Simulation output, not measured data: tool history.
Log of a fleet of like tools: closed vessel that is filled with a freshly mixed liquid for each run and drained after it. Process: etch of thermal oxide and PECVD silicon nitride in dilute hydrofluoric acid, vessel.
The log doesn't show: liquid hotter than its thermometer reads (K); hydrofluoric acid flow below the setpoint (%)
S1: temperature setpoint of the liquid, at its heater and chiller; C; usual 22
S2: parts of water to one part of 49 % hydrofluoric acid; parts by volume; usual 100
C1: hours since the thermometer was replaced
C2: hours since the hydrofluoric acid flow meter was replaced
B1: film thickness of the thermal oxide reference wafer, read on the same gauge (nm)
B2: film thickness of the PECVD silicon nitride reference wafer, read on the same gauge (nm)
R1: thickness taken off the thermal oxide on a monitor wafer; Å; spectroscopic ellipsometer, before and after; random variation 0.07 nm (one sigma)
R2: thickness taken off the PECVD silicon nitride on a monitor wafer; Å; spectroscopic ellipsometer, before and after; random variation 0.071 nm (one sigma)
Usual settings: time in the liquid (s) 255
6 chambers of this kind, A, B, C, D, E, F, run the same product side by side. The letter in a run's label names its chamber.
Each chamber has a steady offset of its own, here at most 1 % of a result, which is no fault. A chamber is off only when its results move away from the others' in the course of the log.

Run 1B, day 0.25: usual settings; C1 1482.4; C2 529.6; B1 40.003; B2 150.01. Result: R1 109.9 Å, R2 75.009 Å.
Run 2A, day 0.525: usual settings; C1 652.5; C2 1925.8; B1 39.972; B2 149.98. Result: R1 109.89 Å, R2 75.817 Å.
Run 3E, day 0.721: usual settings; C1 1131.3; C2 277; B1 40.005; B2 149.98. Result: R1 111.32 Å, R2 76.471 Å.
Run 4F, day 0.929: usual settings; C1 823.9; C2 1240; B1 40.023; B2 150. Result: R1 111.08 Å, R2 75.095 Å.
Run 5D, day 1.183: usual settings; C1 84.6; C2 1262.2; B1 39.953; B2 150.01. Result: R1 110.9 Å, R2 76.745 Å.
Run 6C, day 1.462: usual settings; C1 707.9; C2 184; B1 40.013; B2 149.98. Result: R1 111.97 Å, R2 76.415 Å.
Run 7D, day 1.65: usual settings; C1 95.8; C2 1273.4; B1 40.007; B2 150.02. Result: R1 111.08 Å, R2 75.792 Å.
Run 8F, day 1.871: usual settings; C1 846.5; C2 1262.6; B1 39.997; B2 149.98. Result: R1 111.27 Å, R2 76.226 Å.
Run 9E, day 2.017: usual settings; C1 1162.4; C2 308.1; B1 40.017; B2 149.97. Result: R1 111.46 Å, R2 76.133 Å.
Run 10C, day 2.188: usual settings; C1 725.3; C2 201.4; B1 40.025; B2 149.99. Result: R1 110.83 Å, R2 75.983 Å.
Run 11A, day 2.458: usual settings; C1 698.9; C2 1972.2; B1 39.973; B2 150.02. Result: R1 111.7 Å, R2 75.724 Å.
Run 12B, day 2.675: usual settings; C1 1540.6; C2 587.8; B1 40.044; B2 149.99. Result: R1 110.38 Å, R2 74.613 Å.
Run 13A, day 2.938: usual settings; C1 710.4; C2 1983.7; B1 40.025; B2 150.02. Result: R1 111.79 Å, R2 74.858 Å.
Run 14E, day 3.242: usual settings; C1 1191.8; C2 337.5; B1 40.017; B2 150.03. Result: R1 111.3 Å, R2 76.252 Å.
Run 15D, day 3.404: usual settings; C1 137.9; C2 1315.5; B1 39.976; B2 149.96. Result: R1 110.5 Å, R2 76.268 Å.
Run 16B, day 3.629: usual settings; C1 1563.5; C2 610.7; B1 40.021; B2 149.98. Result: R1 109.43 Å, R2 74.939 Å.
Run 17C, day 3.904: usual settings; C1 766.5; C2 242.6; B1 40.003; B2 150.02. Result: R1 112.54 Å, R2 75.344 Å.
Run 18F, day 4.067: usual settings; C1 899.2; C2 1315.3; B1 39.992; B2 149.99. Result: R1 111.58 Å, R2 75.299 Å.
Run 19E, day 4.267: usual settings; C1 1216.4; C2 362.1; B1 40.013; B2 150.04. Result: R1 112.35 Å, R2 74.612 Å.
Run 20B, day 4.433: usual settings; C1 1582.8; C2 630; B1 39.995; B2 150.01. Result: R1 109.55 Å, R2 74.674 Å.
Run 21F, day 4.671: usual settings; C1 913.7; C2 1329.8; B1 39.975; B2 150.02. Result: R1 111.88 Å, R2 75.945 Å.
Run 22A, day 4.833: usual settings; C1 755.9; C2 2029.2; B1 40.034; B2 149.99. Result: R1 111.47 Å, R2 75.337 Å.
Run 23D, day 5.092: usual settings; C1 178.4; C2 1356; B1 40.007; B2 150.05. Result: R1 110.36 Å, R2 76.444 Å.
Run 24C, day 5.225: usual settings; C1 798.2; C2 274.3; B1 39.996; B2 150.01. Result: R1 111.59 Å, R2 75.169 Å.
Run 25B, day 5.412: usual settings; C1 1606.3; C2 653.5; B1 40.003; B2 150.02. Result: R1 109.47 Å, R2 74.91 Å.
Run 26E, day 5.583: usual settings; C1 1248; C2 393.7; B1 39.985; B2 149.99. Result: R1 110.12 Å, R2 76.234 Å.
At day 5.688: chamber A: hydrofluoric acid flow meter replaced.
At day 5.704: chamber E: hydrofluoric acid flow meter replaced.
Run 27F, day 5.746: usual settings; C1 939.5; C2 1355.6; B1 40.023; B2 150.05. Result: R1 111.23 Å, R2 75.726 Å.
Run 28A, day 5.996: usual settings but S1 25.5 C; C1 783.8; C2 7.5; B1 40.014; B2 150.02. Result: R1 127.21 Å, R2 97.092 Å.
Run 29C, day 6.3: usual settings but S1 25.5 C; C1 824; C2 300.1; B1 40.003; B2 149.98. Result: R1 128.21 Å, R2 96.903 Å.
Run 30D, day 6.546: usual settings but S1 25.5 C; C1 213.3; C2 1390.9; B1 39.985; B2 150.02. Result: R1 126.22 Å, R2 94.712 Å.
Run 31E, day 6.829: usual settings but S1 25.5 C; C1 1277.9; C2 27.1; B1 40.018; B2 149.97. Result: R1 128.41 Å, R2 96.466 Å.
Run 32F, day 6.988: usual settings but S1 25.5 C; C1 969.3; C2 1385.4; B1 39.971; B2 150.05. Result: R1 127.72 Å, R2 95.424 Å.
Run 33A, day 7.188: usual settings but S1 25.5 C; C1 812.4; C2 36.1; B1 40.062; B2 150. Result: R1 128.42 Å, R2 95.226 Å.
Run 34C, day 7.404: usual settings; C1 850.5; C2 326.6; B1 39.995; B2 149.95. Result: R1 112.63 Å, R2 76.588 Å.
Run 35B, day 7.633: usual settings; C1 1659.6; C2 706.8; B1 39.969; B2 149.97. Result: R1 110.63 Å, R2 74.553 Å.
Run 36D, day 7.771: usual settings but S1 17.5 C, S2 130 parts by volume; C1 242.7; C2 1420.3; B1 39.987; B2 150.05. Result: R1 68.871 Å, R2 42.838 Å.
Run 37A, day 7.938: usual settings but S1 17.5 C, S2 130 parts by volume; C1 830.4; C2 54.1; B1 39.976; B2 150.03. Result: R1 69.42 Å, R2 43.286 Å.
At day 7.988: chamber F: hydrofluoric acid flow meter replaced.
Run 38C, day 8.133: usual settings but S1 17.5 C, S2 130 parts by volume; C1 868; C2 344.1; B1 40.033; B2 150. Result: R1 69.426 Å, R2 43.449 Å.
Run 39B, day 8.279: usual settings but S1 17.5 C, S2 130 parts by volume; C1 1675.1; C2 722.3; B1 40.006; B2 149.97. Result: R1 68.783 Å, R2 43.278 Å.
Run 40E, day 8.492: usual settings but S1 17.5 C, S2 130 parts by volume; C1 1317.8; C2 67; B1 39.991; B2 149.98. Result: R1 68.809 Å, R2 42.887 Å.
Run 41D, day 8.638: usual settings but S1 17.5 C, S2 130 parts by volume; C1 263.5; C2 1441.1; B1 39.981; B2 149.99. Result: R1 67.854 Å, R2 43.507 Å.
Run 42F, day 8.792: usual settings; C1 1012.6; C2 19.4; B1 40.012; B2 149.93. Result: R1 111.41 Å, R2 76.817 Å.
Run 43B, day 9.092: usual settings; C1 1694.6; C2 741.8; B1 40.005; B2 149.97. Result: R1 110.98 Å, R2 75.491 Å.
Run 44C, day 9.312: usual settings; C1 896.3; C2 372.4; B1 39.995; B2 149.99. Result: R1 111.9 Å, R2 77.014 Å.

What goes on in this fleet: one chamber off, a drifting gauge, or nothing beyond the chambers' own small offsets? Name the chamber and the cause, if any.

No chamber stands off beyond its own small offset, and the gauge holds steady.
